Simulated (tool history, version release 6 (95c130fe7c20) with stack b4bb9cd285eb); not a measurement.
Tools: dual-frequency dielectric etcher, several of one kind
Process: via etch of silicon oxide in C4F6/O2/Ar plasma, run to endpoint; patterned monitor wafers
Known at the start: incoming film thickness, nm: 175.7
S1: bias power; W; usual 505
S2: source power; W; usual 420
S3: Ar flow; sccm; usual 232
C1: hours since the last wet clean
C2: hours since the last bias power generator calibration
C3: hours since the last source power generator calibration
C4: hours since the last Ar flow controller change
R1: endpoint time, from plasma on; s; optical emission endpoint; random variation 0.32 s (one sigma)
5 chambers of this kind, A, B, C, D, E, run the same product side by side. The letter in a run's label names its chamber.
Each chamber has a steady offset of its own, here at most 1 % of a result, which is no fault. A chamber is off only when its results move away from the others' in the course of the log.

run 1B hour=9.7 | S1=505 S2=420 S3=232 | C1=184.8 C2=864.5 C3=2630.9 C4=1047.8 | R1=36.852
run 2A hour=17.2 | S1=505 S2=420 S3=232 | C1=327.6 C2=2274.6 C3=4127.9 C4=1949.6 | R1=36.626
run 3E hour=24 | S1=505 S2=420 S3=232 | C1=233.7 C2=1543.5 C3=2182.6 C4=217.8 | R1=36.664
run 4C hour=37.9 | S1=505 S2=420 S3=232 | C1=46 C2=2860.9 C3=383.8 C4=1340.7 | R1=36.747
run 5D hour=46.9 | S1=505 S2=420 S3=232 | C1=226.8 C2=1472.1 C3=2593.5 C4=4399.2 | R1=37.142
run 6C hour=58.6 | S1=505 S2=420 S3=232 | C1=66.7 C2=2881.6 C3=404.5 C4=1361.4 | R1=36.881
run 7A hour=73.2 | S1=505 S2=420 S3=232 | C1=383.6 C2=2330.6 C3=4183.9 C4=2005.6 | R1=35.997
run 8D hour=87.1 | S1=505 S2=460 S3=213 | C1=267 C2=1512.3 C3=2633.7 C4=4439.4 | R1=35.214
run 9E hour=102.1 | S1=505 S2=460 S3=213 | C1=311.8 C2=1621.6 C3=2260.7 C4=295.9 | R1=34.522
run 10B hour=111.7 | S1=505 S2=460 S3=213 | C1=286.8 C2=966.5 C3=2732.9 C4=1149.8 | R1=35.497
run 11E hour=126.1 | S1=505 S2=460 S3=213 | C1=335.8 C2=1645.6 C3=2284.7 C4=319.9 | R1=34.572
run 12C hour=135 | S1=505 S2=460 S3=213 | C1=143.1 C2=2958 C3=480.9 C4=1437.8 | R1=35.428
run 13B hour=143.6 | S1=505 S2=420 S3=232 | C1=318.7 C2=998.4 C3=2764.8 C4=1181.7 | R1=37.061
run 14A hour=155 | S1=505 S2=420 S3=232 | C1=465.4 C2=2412.4 C3=4265.7 C4=2087.4 | R1=36.342
run 15D hour=165.8 | S1=462 S2=420 S3=288 | C1=345.7 C2=1591 C3=2712.4 C4=4518.1 | R1=39.024
run 16B hour=174.5 | S1=462 S2=420 S3=288 | C1=349.6 C2=1029.3 C3=2795.7 C4=1212.6 | R1=39.834
-- hour=175.8 chamber A: source power generator calibrated
run 17A hour=183.5 | S1=462 S2=420 S3=288 | C1=493.9 C2=2440.9 C3=7.8 C4=2115.9 | R1=38.86
run 18D hour=194.1 | S1=462 S2=420 S3=288 | C1=374 C2=1619.3 C3=2740.7 C4=4546.4 | R1=38.973
run 19E hour=201.7 | S1=462 S2=420 S3=288 | C1=411.4 C2=1721.2 C3=2360.3 C4=395.5 | R1=38.928
run 20C hour=214.7 | S1=505 S2=420 S3=232 | C1=222.8 C2=3037.7 C3=560.6 C4=1517.5 | R1=36.104
run 21B hour=222.1 | S1=460 S2=420 S3=181 | C1=397.2 C2=1076.9 C3=2843.3 C4=1260.2 | R1=37.641
run 22C hour=236.1 | S1=460 S2=420 S3=181 | C1=244.2 C2=3059.1 C3=582 C4=1538.9 | R1=36.528
-- hour=247 chamber A: wet clean of the chamber
run 23D hour=250.9 | S1=460 S2=420 S3=181 | C1=430.8 C2=1676.1 C3=2797.5 C4=4603.2 | R1=37.647
run 24A hour=262.9 | S1=460 S2=420 S3=181 | C1=15.9 C2=2520.3 C3=87.2 C4=2195.3 | R1=35.648
run 25E hour=271.7 | S1=460 S2=420 S3=181 | C1=481.4 C2=1791.2 C3=2430.3 C4=465.5 | R1=36.812
run 26D hour=280.5 | S1=505 S2=420 S3=232 | C1=460.4 C2=1705.7 C3=2827.1 C4=4632.8 | R1=37.258
run 27E hour=293.9 | S1=505 S2=420 S3=232 | C1=503.6 C2=1813.4 C3=2452.5 C4=487.7 | R1=36.945
-- hour=299.8 chamber D: wet clean of the chamber
run 28B hour=306.9 | S1=588 S2=420 S3=277 | C1=482 C2=1161.7 C3=2928.1 C4=1345 | R1=36.348
-- hour=313.3 chamber E: wet clean of the chamber
run 29A hour=313.7 | S1=588 S2=420 S3=277 | C1=66.7 C2=2571.1 C3=138 C4=2246.1 | R1=33.416
run 30C hour=328 | S1=588 S2=420 S3=277 | C1=336.1 C2=3151 C3=673.9 C4=1630.8 | R1=35.342
run 31C hour=334.8 | S1=588 S2=420 S3=277 | C1=342.9 C2=3157.8 C3=680.7 C4=1637.6 | R1=35.132
run 32B hour=344.5 | S1=588 S2=420 S3=277 | C1=519.6 C2=1199.3 C3=2965.7 C4=1382.6 | R1=35.994
run 33A hour=358.5 | S1=505 S2=420 S3=232 | C1=111.5 C2=2615.9 C3=182.8 C4=2290.9 | R1=34.365
run 34E hour=369.2 | S1=505 S2=420 S3=232 | C1=56 C2=1888.7 C3=2527.8 C4=563 | R1=36.764
run 35D hour=377.4 | S1=505 S2=420 S3=232 | C1=77.6 C2=1802.6 C3=2924 C4=4729.7 | R1=37.57
run 36E hour=387 | S1=505 S2=420 S3=232 | C1=73.8 C2=1906.5 C3=2545.6 C4=580.8 | R1=36.486
run 37B hour=396.5 | S1=505 S2=420 S3=232 | C1=571.6 C2=1251.3 C3=3017.7 C4=1434.6 | R1=37.444

Is one chamber off against the others, does the gauge drift, or is nothing wrong? If a chamber is off, say which, and what the likeliest cause is.

A service left chamber A off against the others.
Cause: etch rate over this chamber's usual, % = 4.68.

Here are 4 candidates for chamber A's next run, each the usual settings with a change, their results left as question marks. Which one brings its results back in line with what the others give on the usual settings?
In line means no further than this from the other chambers' mean on the usual settings: R1 1.1 s
run 38A-1 hour=407.2 | S1=505 S2=560 S3=232 | R1=?
run 38A-2 hour=407.2 | S1=505 S2=360 S3=242 | R1=?
run 38A-3 hour=407.2 | S1=431 S2=370 S3=242 | R1=?
run 38A-4 hour=407.2 | S1=571 S2=420 S3=223 | R1=?

The other chambers' mean on the usual settings: R1 36.834 s
run=38A-1 R1=31.426
run=38A-2 R1=37.087
run=38A-3 R1=38.962
run=38A-4 R1=33.176
38A-2 brings the chamber back in line.

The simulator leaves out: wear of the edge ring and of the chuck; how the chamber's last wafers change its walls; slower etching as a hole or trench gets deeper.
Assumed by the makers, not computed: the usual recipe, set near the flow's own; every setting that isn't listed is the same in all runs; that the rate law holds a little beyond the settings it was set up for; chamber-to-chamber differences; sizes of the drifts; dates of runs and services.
